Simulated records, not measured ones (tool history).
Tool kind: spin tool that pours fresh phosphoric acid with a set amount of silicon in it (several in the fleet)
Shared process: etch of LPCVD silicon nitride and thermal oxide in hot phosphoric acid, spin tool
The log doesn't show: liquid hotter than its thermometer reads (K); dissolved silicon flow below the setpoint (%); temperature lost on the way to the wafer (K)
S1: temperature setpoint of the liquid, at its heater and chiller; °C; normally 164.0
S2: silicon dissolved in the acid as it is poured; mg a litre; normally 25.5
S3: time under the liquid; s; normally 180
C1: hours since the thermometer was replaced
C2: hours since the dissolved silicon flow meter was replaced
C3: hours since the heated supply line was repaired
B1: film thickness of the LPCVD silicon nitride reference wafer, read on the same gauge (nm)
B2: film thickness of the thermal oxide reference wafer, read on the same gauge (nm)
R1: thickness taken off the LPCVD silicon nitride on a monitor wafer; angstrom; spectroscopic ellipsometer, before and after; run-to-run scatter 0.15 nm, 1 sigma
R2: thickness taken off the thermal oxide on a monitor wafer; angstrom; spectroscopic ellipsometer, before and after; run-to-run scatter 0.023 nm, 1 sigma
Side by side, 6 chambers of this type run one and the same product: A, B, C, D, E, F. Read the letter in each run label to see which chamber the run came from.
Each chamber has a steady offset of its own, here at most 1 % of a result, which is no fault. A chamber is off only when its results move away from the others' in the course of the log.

run   hour     S1    S2   S3      C1      C2      C3      B1      B2      R1      R2
 1E   10.4  164.0  25.5  180  2160.6  1421.2  1804.3  129.98  139.99  189.56  3.6322
 2F   16.7  164.0  25.5  180   767.0  1473.1   279.1  130.02  140.01  186.19  3.4301
 3D   23.4  164.0  25.5  180   984.2   703.4  1505.9  130.00  139.99  188.90  3.7150
      31.9  -- chamber C: heated supply line repaired
 4A   32.8  164.0  25.5  180  1027.7   388.9    33.6  130.01  140.03  189.08  3.5142
 5C   42.8  164.0  25.5  180   410.0   326.9    10.9  130.01  140.01  193.22  3.4941
 6B   51.8  164.0  25.5  180   277.6   111.5  1584.5  130.01  140.02  190.22  3.2291
 7D   57.3  164.0  25.5  180  1018.1   737.3  1539.8  130.01  140.00  190.05  3.5435
 8C   63.2  164.0  25.5  180   430.4   347.3    31.3  130.00  140.00  190.34  3.2756
 9A   72.2  164.0  25.5  180  1067.1   428.3    73.0  130.01  139.98  192.92  3.3349
10B   77.7  164.0  25.5  180   303.5   137.4  1610.4  129.99  140.01  189.62  3.1964
11F   84.5  164.0  25.5  180   834.8  1540.9   346.9  129.99  140.00  188.42  3.7122
12E   89.4  165.5  33.0  180  2239.6  1500.2  1883.3  130.01  140.00  195.65  2.9826
13B   96.3  165.5  33.0  180   322.1   156.0  1629.0  130.01  140.01  198.78  2.9867
14D  104.4  165.5  33.0  180  1065.2   784.4  1586.9  130.01  139.97  197.00  3.0393
15C  111.1  165.5  33.0  180   478.3   395.2    79.2  129.99  140.00  202.73  2.7999
16E  120.6  165.5  33.0  180  2270.8  1531.4  1914.5  129.99  139.99  200.72  2.5909
17F  129.1  165.5  33.0  180   879.4  1585.5   391.5  129.99  140.02  201.25  2.8126
18A  136.4  164.0  25.5  180  1131.3   492.5   137.2  129.99  140.01  188.40  3.6082
19F  146.0  164.0  25.5  180   896.3  1602.4   408.4  130.03  140.01  191.05  3.4545
20D  150.9  164.0  25.5  180  1111.7   830.9  1633.4  130.01  140.02  186.56  3.3982
21C  158.2  164.0  25.5  180   525.4   442.3   126.3  129.99  139.98  190.25  3.7121
22A  165.4  164.0  25.5  180  1160.3   521.5   166.2  130.00  140.00  191.99  3.2999
23B  174.8  164.0  25.5  180   400.6   234.5  1707.5  130.00  140.00  189.44  3.6025
24E  184.8  164.0  25.5  180  2335.0  1595.6  1978.7  129.99  139.99  186.84  3.5097
25F  191.2  164.0  25.5  180   941.5  1647.6   453.6  130.01  140.04  196.33  3.3512
     196.8  -- chamber D: dissolved silicon flow meter replaced
26A  199.6  164.0  25.5  180  1194.5   555.7   200.4  130.00  139.99  188.40  3.4670
27E  208.8  164.0  25.5  180  2359.0  1619.6  2002.7  130.01  139.98  187.35  3.2149
28C  217.3  164.0  25.5  180   584.5   501.4   185.4  129.99  139.99  188.19  3.3474
29B  227.0  164.0  25.5  180   452.8   286.7  1759.7  130.01  140.00  187.35  3.0984
30D  235.2  164.0   5.5  180  1196.0    38.5  1717.7  130.01  140.04  191.18  6.4213
31D  242.5  164.0   5.5  180  1203.3    45.8  1725.0  130.01  140.01  191.07  5.7681
32B  250.5  164.0   5.5  180   476.3   310.2  1783.2  130.00  139.96  188.60  6.1926
33A  260.6  164.0   5.5  180  1255.5   616.7   261.4  130.00  140.01  189.49  6.5616
34F  265.4  164.0   5.5  180  1015.7  1721.8   527.8  130.00  139.96  196.83  6.5798
35E  271.7  164.0   5.5  180  2421.9  1682.5  2065.6  130.01  139.97  185.18  5.7753
36C  282.1  164.0  25.5  180   649.3   566.2   250.2  130.00  140.01  189.46  3.2492
37E  290.8  164.0  25.5  180  2441.0  1701.6  2084.7  130.02  140.01  190.08  3.5178
38D  295.8  164.0  25.5  180  1256.6    99.1  1778.3  130.01  140.02  185.77  3.4597

All chambers now run identical settings, listed one chamber a line with results as question marks. What results will each chamber show?
39A  303.6  164.0  10.0  180                       ?   ?
39B  303.6  164.0  10.0  180                       ?   ?
39C  303.6  164.0  10.0  180                       ?   ?
39D  303.6  164.0  10.0  180                       ?   ?
39E  303.6  164.0  10.0  180                       ?   ?
39F  303.6  164.0  10.0  180                       ?   ?

run      R1      R2
39A  189.84  5.0718
39B  189.69  5.4539
39C  187.04  5.4226
39D  188.44  4.9391
39E  189.76  4.8868
39F  199.13  5.6724

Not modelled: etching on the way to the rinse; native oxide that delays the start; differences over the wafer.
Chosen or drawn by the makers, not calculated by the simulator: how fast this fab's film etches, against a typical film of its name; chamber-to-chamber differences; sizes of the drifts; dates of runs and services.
